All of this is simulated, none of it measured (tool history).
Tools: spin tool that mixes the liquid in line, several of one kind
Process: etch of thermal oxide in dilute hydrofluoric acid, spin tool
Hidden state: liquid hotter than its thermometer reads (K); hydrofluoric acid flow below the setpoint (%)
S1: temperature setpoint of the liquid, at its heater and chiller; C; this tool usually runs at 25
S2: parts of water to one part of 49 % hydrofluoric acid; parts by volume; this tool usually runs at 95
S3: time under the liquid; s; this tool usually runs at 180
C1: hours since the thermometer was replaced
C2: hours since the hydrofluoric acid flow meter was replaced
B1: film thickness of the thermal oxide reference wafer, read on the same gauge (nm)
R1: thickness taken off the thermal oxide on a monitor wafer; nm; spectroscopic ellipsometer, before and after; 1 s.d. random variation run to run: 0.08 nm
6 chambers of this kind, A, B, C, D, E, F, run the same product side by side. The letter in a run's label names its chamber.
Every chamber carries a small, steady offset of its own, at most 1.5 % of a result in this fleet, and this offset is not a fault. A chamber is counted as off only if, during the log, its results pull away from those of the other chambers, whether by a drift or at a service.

{"run": "1B", "hour": 3.0, "S1": 25, "S2": 95, "S3": 180, "C1": 159.7, "C2": 28.4, "B1": 69.985, "R1": 8.6504}
{"run": "2A", "hour": 6.4, "S1": 25, "S2": 95, "S3": 180, "C1": 1059, "C2": 306.8, "B1": 69.982, "R1": 8.7799}
{"run": "3D", "hour": 11.9, "S1": 25, "S2": 95, "S3": 180, "C1": 612.3, "C2": 115.4, "B1": 70.018, "R1": 8.9651}
{"run": "4C", "hour": 17.5, "S1": 25, "S2": 95, "S3": 180, "C1": 1764.3, "C2": 722.2, "B1": 70.043, "R1": 8.7506}
{"run": "5F", "hour": 23.3, "S1": 21, "S2": 95, "S3": 90, "C1": 1104.5, "C2": 1701, "B1": 69.959, "R1": 3.716}
{"run": "6E", "hour": 27.7, "S1": 21, "S2": 95, "S3": 90, "C1": 604, "C2": 157.1, "B1": 70.003, "R1": 3.5831}
{"run": "7D", "hour": 32.1, "S1": 21, "S2": 95, "S3": 90, "C1": 632.5, "C2": 135.6, "B1": 70.012, "R1": 3.728}
{"run": "8C", "hour": 35.8, "S1": 21, "S2": 95, "S3": 90, "C1": 1782.6, "C2": 740.5, "B1": 70.02, "R1": 3.7522}
{"run": "9A", "hour": 41.8, "S1": 21, "S2": 95, "S3": 90, "C1": 1094.4, "C2": 342.2, "B1": 70.023, "R1": 3.6902}
{"hour": 44.5, "done": "chamber F: thermometer replaced"}
{"run": "10F", "hour": 45.0, "S1": 21, "S2": 95, "S3": 90, "C1": 0.6, "C2": 1722.7, "B1": 69.978, "R1": 3.7012}
{"run": "11E", "hour": 50.1, "S1": 25, "S2": 95, "S3": 180, "C1": 626.4, "C2": 179.5, "B1": 70, "R1": 8.6101}
{"run": "12B", "hour": 53.3, "S1": 25, "S2": 95, "S3": 180, "C1": 210, "C2": 78.7, "B1": 70.001, "R1": 8.8701}
{"run": "13A", "hour": 56.2, "S1": 25, "S2": 95, "S3": 180, "C1": 1108.8, "C2": 356.6, "B1": 69.985, "R1": 8.5911}
{"run": "14D", "hour": 61.5, "S1": 25, "S2": 95, "S3": 180, "C1": 661.9, "C2": 165, "B1": 70.015, "R1": 8.788}
{"run": "15F", "hour": 65.1, "S1": 25, "S2": 95, "S3": 180, "C1": 20.7, "C2": 1742.8, "B1": 70.029, "R1": 8.7408}
{"run": "16C", "hour": 69.3, "S1": 25, "S2": 95, "S3": 180, "C1": 1816.1, "C2": 774, "B1": 70.033, "R1": 8.7787}
{"run": "17E", "hour": 73.1, "S1": 25, "S2": 95, "S3": 180, "C1": 649.4, "C2": 202.5, "B1": 70.035, "R1": 8.4234}
{"run": "18B", "hour": 77.0, "S1": 25, "S2": 95, "S3": 180, "C1": 233.7, "C2": 102.4, "B1": 69.966, "R1": 8.7356}
{"run": "19E", "hour": 81.4, "S1": 21, "S2": 95, "S3": 85, "C1": 657.7, "C2": 210.8, "B1": 70.015, "R1": 3.4986}
{"run": "20A", "hour": 84.7, "S1": 21, "S2": 95, "S3": 85, "C1": 1137.3, "C2": 385.1, "B1": 69.99, "R1": 3.4737}
{"run": "21D", "hour": 87.4, "S1": 21, "S2": 95, "S3": 85, "C1": 687.8, "C2": 190.9, "B1": 70.004, "R1": 3.5453}
{"run": "22F", "hour": 92.7, "S1": 21, "S2": 95, "S3": 85, "C1": 48.3, "C2": 1770.4, "B1": 69.968, "R1": 3.4582}
{"run": "23B", "hour": 98.2, "S1": 21, "S2": 95, "S3": 85, "C1": 254.9, "C2": 123.6, "B1": 69.933, "R1": 3.5096}
{"run": "24C", "hour": 101.7, "S1": 21, "S2": 95, "S3": 85, "C1": 1848.5, "C2": 806.4, "B1": 70.011, "R1": 3.4982}
{"run": "25D", "hour": 106.7, "S1": 25, "S2": 95, "S3": 180, "C1": 707.1, "C2": 210.2, "B1": 69.976, "R1": 8.8682}
{"run": "26B", "hour": 110.6, "S1": 25, "S2": 95, "S3": 180, "C1": 267.3, "C2": 136, "B1": 70.019, "R1": 8.7776}
{"run": "27F", "hour": 114.6, "S1": 25, "S2": 95, "S3": 180, "C1": 70.2, "C2": 1792.3, "B1": 70.016, "R1": 8.5623}
{"run": "28E", "hour": 117.9, "S1": 25, "S2": 95, "S3": 180, "C1": 694.2, "C2": 247.3, "B1": 70.012, "R1": 8.4906}
{"run": "29C", "hour": 120.9, "S1": 25, "S2": 95, "S3": 180, "C1": 1867.7, "C2": 825.6, "B1": 69.955, "R1": 8.561}
{"run": "30A", "hour": 126.8, "S1": 25, "S2": 65, "S3": 180, "C1": 1179.4, "C2": 427.2, "B1": 69.996, "R1": 13.168}
{"run": "31F", "hour": 131.6, "S1": 25, "S2": 65, "S3": 180, "C1": 87.2, "C2": 1809.3, "B1": 69.96, "R1": 13.469}
{"run": "32B", "hour": 137.2, "S1": 25, "S2": 65, "S3": 180, "C1": 293.9, "C2": 162.6, "B1": 70.048, "R1": 13.31}
{"run": "33A", "hour": 142.6, "S1": 25, "S2": 65, "S3": 180, "C1": 1195.2, "C2": 443, "B1": 69.997, "R1": 13.277}
{"run": "34C", "hour": 146.7, "S1": 25, "S2": 65, "S3": 180, "C1": 1893.5, "C2": 851.4, "B1": 69.99, "R1": 13.345}
{"run": "35D", "hour": 149.8, "S1": 25, "S2": 65, "S3": 180, "C1": 750.2, "C2": 253.3, "B1": 69.993, "R1": 13.51}
{"run": "36E", "hour": 153.6, "S1": 25, "S2": 135, "S3": 180, "C1": 729.9, "C2": 283, "B1": 70.012, "R1": 5.6807}
{"run": "37C", "hour": 158.9, "S1": 25, "S2": 135, "S3": 180, "C1": 1905.7, "C2": 863.6, "B1": 69.977, "R1": 5.8626}
{"run": "38A", "hour": 163.9, "S1": 25, "S2": 135, "S3": 180, "C1": 1216.5, "C2": 464.3, "B1": 70.008, "R1": 5.8097}
{"run": "39F", "hour": 169.2, "S1": 25, "S2": 135, "S3": 180, "C1": 124.8, "C2": 1846.9, "B1": 70.015, "R1": 5.8083}
{"run": "40B", "hour": 171.9, "S1": 25, "S2": 135, "S3": 180, "C1": 328.6, "C2": 197.3, "B1": 70.056, "R1": 5.8071}
{"run": "41D", "hour": 177.8, "S1": 25, "S2": 135, "S3": 180, "C1": 778.2, "C2": 281.3, "B1": 70.035, "R1": 5.8611}
{"run": "42E", "hour": 181.2, "S1": 25, "S2": 95, "S3": 180, "C1": 757.5, "C2": 310.6, "B1": 70.005, "R1": 8.6769}
{"run": "43B", "hour": 184.4, "S1": 25, "S2": 95, "S3": 180, "C1": 341.1, "C2": 209.8, "B1": 69.977, "R1": 8.7316}
{"run": "44A", "hour": 188.5, "S1": 25, "S2": 95, "S3": 180, "C1": 1241.1, "C2": 488.9, "B1": 70.032, "R1": 8.623}

Is one chamber off against the others, does the gauge drift, or is nothing wrong? If a chamber is off, say which, and what the likeliest cause is.

No chamber stands off beyond its own small offset, and the gauge holds steady.
